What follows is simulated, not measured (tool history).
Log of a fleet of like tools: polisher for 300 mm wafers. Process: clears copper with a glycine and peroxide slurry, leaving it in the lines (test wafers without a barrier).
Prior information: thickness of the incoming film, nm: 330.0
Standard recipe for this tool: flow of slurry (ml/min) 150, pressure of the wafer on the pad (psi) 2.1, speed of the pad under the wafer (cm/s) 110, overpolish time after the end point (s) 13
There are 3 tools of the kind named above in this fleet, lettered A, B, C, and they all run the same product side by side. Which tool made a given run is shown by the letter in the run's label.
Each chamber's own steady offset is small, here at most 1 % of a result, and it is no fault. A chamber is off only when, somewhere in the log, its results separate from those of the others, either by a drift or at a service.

run     day  flow of slurry (ml/min)  pressure of the wafer on the pad (psi)  speed of the pad under the wafer (cm/s)  overpolish time after the end point (s)  wafers polished on this pad  hours since the slurry nozzle was cleaned  hours since the head pressure was calibrated  time until the end point was called (s)  dishing of a wide line in a test structure (nm)
      0.267  -- chamber A: worn pad replaced by a new one
 1A   0.342                      150                                     2.1                                      110                                       13                           12                                      552.0                                         719.1                                   79.665                                           37.711
 2C   0.550                      150                                     2.1                                      110                                       13                          974                                      705.2                                         440.9                                   81.280                                           37.222
 3B   0.754                      150                                     2.1                                      110                                       13                          181                                      650.6                                         714.6                                   81.363                                           37.224
 4A   1.108                      150                                     2.1                                      110                                       13                          138                                      570.4                                         737.5                                   81.234                                           37.874
 5B   1.325                      150                                     2.1                                      110                                       13                          274                                      664.3                                         728.3                                   78.463                                           36.501
      1.554  -- chamber C: worn pad replaced by a new one
 6C   1.562                      150                                     2.1                                      110                                       13                            1                                      729.5                                         465.2                                   84.992                                           36.343
      1.667  -- chamber A: slurry nozzle cleaned
 7B   1.746                      175                                     2.1                                       98                                       13                          343                                      674.4                                         738.4                                   86.814                                           35.508
 8A   2.050                      175                                     2.1                                       98                                       13                          292                                        9.2                                         760.1                                   87.982                                           34.793
 9C   2.308                      175                                     2.1                                       98                                       13                          124                                      747.4                                         483.1                                   89.480                                           34.979
10A   2.654                      150                                     2.1                                      110                                       13                          391                                       23.7                                         774.6                                   82.080                                           37.152
11B   3.042                      150                                     2.1                                      110                                       13                          556                                      705.5                                         769.5                                   79.643                                           37.069
12C   3.296                      150                                     2.1                                      110                                       13                          286                                      771.1                                         506.8                                   81.490                                           36.961
13C   3.612                      150                                     2.1                                      110                                       13                          337                                      778.7                                         514.4                                   79.634                                           36.752
14A   3.983                      190                                     2.1                                      110                                       13                          609                                       55.6                                         806.5                                   78.347                                           38.080
15B   4.367                      190                                     2.1                                      110                                       13                          773                                      737.3                                         801.3                                   78.744                                           39.367
      4.554  -- chamber B: worn pad replaced by a new one
16A   4.783                      190                                     2.1                                      110                                       13                          740                                       74.8                                         825.7                                   79.675                                           38.755
17B   5.179                      150                                     2.1                                      110                                       13                          103                                      756.8                                         820.8                                   78.047                                           38.322
      5.421  -- chamber B: slurry nozzle cleaned
18C   5.571                      150                                     2.1                                      110                                       13                          659                                      825.7                                         561.4                                   78.821                                           35.833
      5.617  -- chamber A: worn pad replaced by a new one
19A   5.783                      150                                     1.5                                      110                                       13                           27                                       98.8                                         849.7                                  103.110                                           28.817
20B   6.204                      150                                     1.5                                      110                                       13                          271                                       18.8                                         845.4                                  103.010                                           29.040
21C   6.592                      150                                     1.5                                      110                                       13                          826                                      850.2                                         585.9                                  105.670                                           28.364
22A   6.829                      150                                     2.1                                      110                                       13                          199                                      123.9                                         874.8                                   79.225                                           37.319
23B   7.062                      150                                     2.1                                      110                                       13                          411                                       39.4                                         866.0                                   83.070                                           37.553
24C   7.342                      150                                     2.1                                      110                                       13                          949                                      868.2                                         603.9                                   81.013                                           36.501
      7.488  -- chamber B: head pressure recalibrated
25B   7.700                      150                                     2.1                                      110                                       13                          516                                       54.7                                           5.2                                   80.188                                           37.906
26A   8.033                      150                                     2.1                                      110                                       13                          396                                      152.8                                         903.7                                   79.519                                           37.511
      8.146  -- chamber C: worn pad replaced by a new one
27C   8.408                      150                                     2.1                                      110                                       13                           43                                      893.8                                         629.5                                   81.020                                           36.001
28C   8.750                      150                                     2.1                                      110                                       13                           99                                      902.0                                         637.7                                   79.206                                           37.794
29B   9.112                      150                                     2.5                                      110                                       13                          747                                       88.6                                          39.1                                   70.336                                           42.925
30A   9.425                      150                                     2.5                                      110                                       13                          624                                      186.2                                         937.1                                   72.074                                           42.916
31A   9.721                      150                                     2.5                                      110                                       13                          673                                      193.3                                         944.2                                   72.013                                           42.058
      9.792  -- chamber B: worn pad replaced by a new one
      9.996  -- chamber A: worn pad replaced by a new one
32B  10.129                      150                                     2.1                                      110                                       13                           55                                      113.0                                          63.5                                   79.728                                           37.648
33C  10.467                      150                                     2.1                                      110                                       13                          381                                      943.2                                         678.9                                   82.824                                           36.672
     10.712  -- chamber C: slurry nozzle cleaned
34A  10.800                      150                                     2.1                                      110                                       13                          132                                      219.2                                         970.1                                   80.348                                           37.574
35B  11.112                      150                                     2.1                                      110                                       13                          216                                      136.6                                          87.1                                   80.314                                           37.542
36C  11.346                      150                                     2.1                                      110                                       13                          525                                       15.3                                         700.0                                   79.913                                           37.370
37A  11.679                      150                                     2.1                                      110                                       13                          276                                      240.3                                         991.2                                   80.012                                           37.850
38C  12.092                      150                                     2.1                                      110                                       13                          647                                       33.2                                         717.9                                   80.975                                           37.429
39B  12.479                      150                                     2.1                                      110                                       13                          440                                      169.4                                         119.9                                   82.674                                           36.648
40B  12.896                      150                                     2.1                                      110                                       13                          509                                      179.4                                         129.9                                   80.645                                           37.389
41C  13.225                      150                                     2.1                                      110                                       13                          833                                       60.4                                         745.1                                   80.627                                           37.301
42A  13.621                      150                                     2.1                                      110                                       13                          594                                      286.9                                        1037.8                                   79.631                                           37.758
43A  13.858                      150                                     2.1                                      110                                       13                          633                                      292.6                                        1043.5                                   82.968                                           37.186
44C  14.112                      150                                     2.1                                      110                                       13                          978                                       81.7                                         766.4                                   82.030                                           36.560

Next, all 3 chambers run the settings below, one line each with question marks for the results. What does each chamber give?
45A  14.412                      110                                     2.1                                      110                                       13                                                                                                                                                              ?                                                ?
45B  14.412                      110                                     2.1                                      110                                       13                                                                                                                                                              ?                                                ?
45C  14.412                      110                                     2.1                                      110                                       13                                                                                                                                                              ?                                                ?

run  time until the end point was called (s)  dishing of a wide line in a test structure (nm)
45A                                   89.015                                           35.061
45B                                   88.002                                           35.508
45C                                   86.399                                           35.410
